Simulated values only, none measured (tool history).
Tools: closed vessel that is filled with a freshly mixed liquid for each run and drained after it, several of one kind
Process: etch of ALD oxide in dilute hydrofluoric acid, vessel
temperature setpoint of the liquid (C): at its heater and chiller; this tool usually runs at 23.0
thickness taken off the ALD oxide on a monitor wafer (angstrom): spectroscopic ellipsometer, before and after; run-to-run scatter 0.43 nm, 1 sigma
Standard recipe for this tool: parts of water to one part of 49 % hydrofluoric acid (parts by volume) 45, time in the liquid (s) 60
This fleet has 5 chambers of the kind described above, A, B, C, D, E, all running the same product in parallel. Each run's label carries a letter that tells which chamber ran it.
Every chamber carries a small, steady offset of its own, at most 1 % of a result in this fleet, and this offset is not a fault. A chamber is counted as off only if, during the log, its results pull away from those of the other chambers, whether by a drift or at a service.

| run | hour | temperature setpoint of the liquid (C) | parts of water to one part of 49 % hydrofluoric acid (parts by volume) | time in the liquid (s) | read-back film thickness of the ALD oxide reference wafer, read on the same gauge (nm) | thickness taken off the ALD oxide on a monitor wafer (angstrom) |
|---|---|---|---|---|---|---|
| 1D | 4.9 | 23.0 | 45 | 60 | 80.037 | 452.70 |
| 2A | 9.6 | 23.0 | 45 | 60 | 79.998 | 444.22 |
| 3E | 15.1 | 23.0 | 45 | 60 | 80.003 | 452.27 |
| 4C | 21.3 | 23.0 | 45 | 60 | 79.956 | 447.92 |
| 5B | 28.1 | 21.0 | 45 | 60 | 80.017 | 411.77 |
|  | 29.4 | chamber C: thermometer replaced |
| 6C | 32.9 | 21.0 | 45 | 60 | 79.954 | 412.70 |
| 7E | 38.3 | 21.0 | 45 | 60 | 80.034 | 415.00 |
| 8B | 42.3 | 21.0 | 45 | 60 | 80.078 | 418.09 |
| 9D | 49.3 | 21.0 | 45 | 60 | 79.987 | 405.47 |
| 10A | 52.5 | 23.0 | 45 | 60 | 79.980 | 443.74 |
| 11C | 59.4 | 23.0 | 45 | 60 | 80.048 | 444.50 |
| 12B | 64.6 | 23.0 | 45 | 60 | 79.977 | 452.48 |
| 13E | 68.1 | 20.5 | 30 | 60 | 80.047 | 618.93 |
| 14D | 74.6 | 20.5 | 30 | 60 | 80.075 | 606.90 |
| 15A | 81.0 | 20.5 | 30 | 60 | 80.013 | 604.18 |
| 16E | 84.2 | 20.5 | 30 | 60 | 79.987 | 608.46 |
| 17D | 89.2 | 20.5 | 30 | 60 | 80.001 | 617.15 |
| 18A | 94.8 | 23.0 | 45 | 60 | 79.965 | 440.11 |
| 19B | 99.3 | 23.0 | 45 | 60 | 80.050 | 449.50 |
| 20C | 102.9 | 23.0 | 45 | 60 | 79.978 | 445.79 |
| 21E | 106.2 | 23.0 | 45 | 60 | 79.961 | 448.75 |
| 22C | 111.8 | 23.0 | 45 | 60 | 79.976 | 445.50 |
| 23B | 117.0 | 23.0 | 45 | 60 | 80.030 | 449.44 |
| 24D | 121.2 | 23.0 | 45 | 60 | 79.958 | 441.44 |
| 25A | 126.9 | 23.0 | 45 | 60 | 80.013 | 429.92 |
| 26C | 130.5 | 23.0 | 45 | 60 | 80.021 | 440.80 |
| 27A | 135.8 | 23.0 | 45 | 60 | 80.033 | 429.71 |
| 28B | 141.0 | 23.0 | 45 | 60 | 79.994 | 452.37 |
| 29E | 144.3 | 23.0 | 45 | 60 | 79.986 | 443.63 |
| 30D | 150.4 | 21.0 | 45 | 60 | 80.022 | 415.48 |
| 31A | 155.5 | 21.0 | 45 | 60 | 79.972 | 391.63 |
| 32E | 160.0 | 21.0 | 45 | 60 | 80.030 | 407.27 |
| 33C | 165.8 | 21.0 | 45 | 60 | 79.956 | 410.49 |
| 34B | 171.0 | 21.0 | 45 | 60 | 79.969 | 406.60 |
| 35D | 176.5 | 23.0 | 45 | 60 | 80.011 | 446.62 |
|  | 178.8 | chamber B: hydrofluoric acid flow meter replaced |
| 36D | 182.1 | 23.0 | 45 | 60 | 79.981 | 441.21 |
| 37C | 188.4 | 23.0 | 45 | 60 | 80.042 | 437.74 |
| 38E | 194.7 | 23.0 | 45 | 60 | 79.964 | 446.05 |
| 39A | 200.4 | 23.0 | 45 | 60 | 80.045 | 416.85 |
| 40B | 203.9 | 23.0 | 45 | 60 | 80.015 | 455.66 |
| 41B | 207.3 | 23.0 | 45 | 60 | 80.047 | 445.41 |
| 42C | 213.5 | 23.0 | 45 | 60 | 80.047 | 446.04 |

The same settings go to every chamber for the next run, one line per chamber below. Forecast the results for each:
| 43A | 218.4 | 23.0 | 45 | 30 |  | ? |
| 43B | 218.4 | 23.0 | 45 | 30 |  | ? |
| 43C | 218.4 | 23.0 | 45 | 30 |  | ? |
| 43D | 218.4 | 23.0 | 45 | 30 |  | ? |
| 43E | 218.4 | 23.0 | 45 | 30 |  | ? |

| run | thickness taken off the ALD oxide on a monitor wafer (angstrom) |
|---|---|
| 43A | 207.00 |
| 43B | 228.78 |
| 43C | 221.95 |
| 43D | 225.17 |
| 43E | 223.57 |
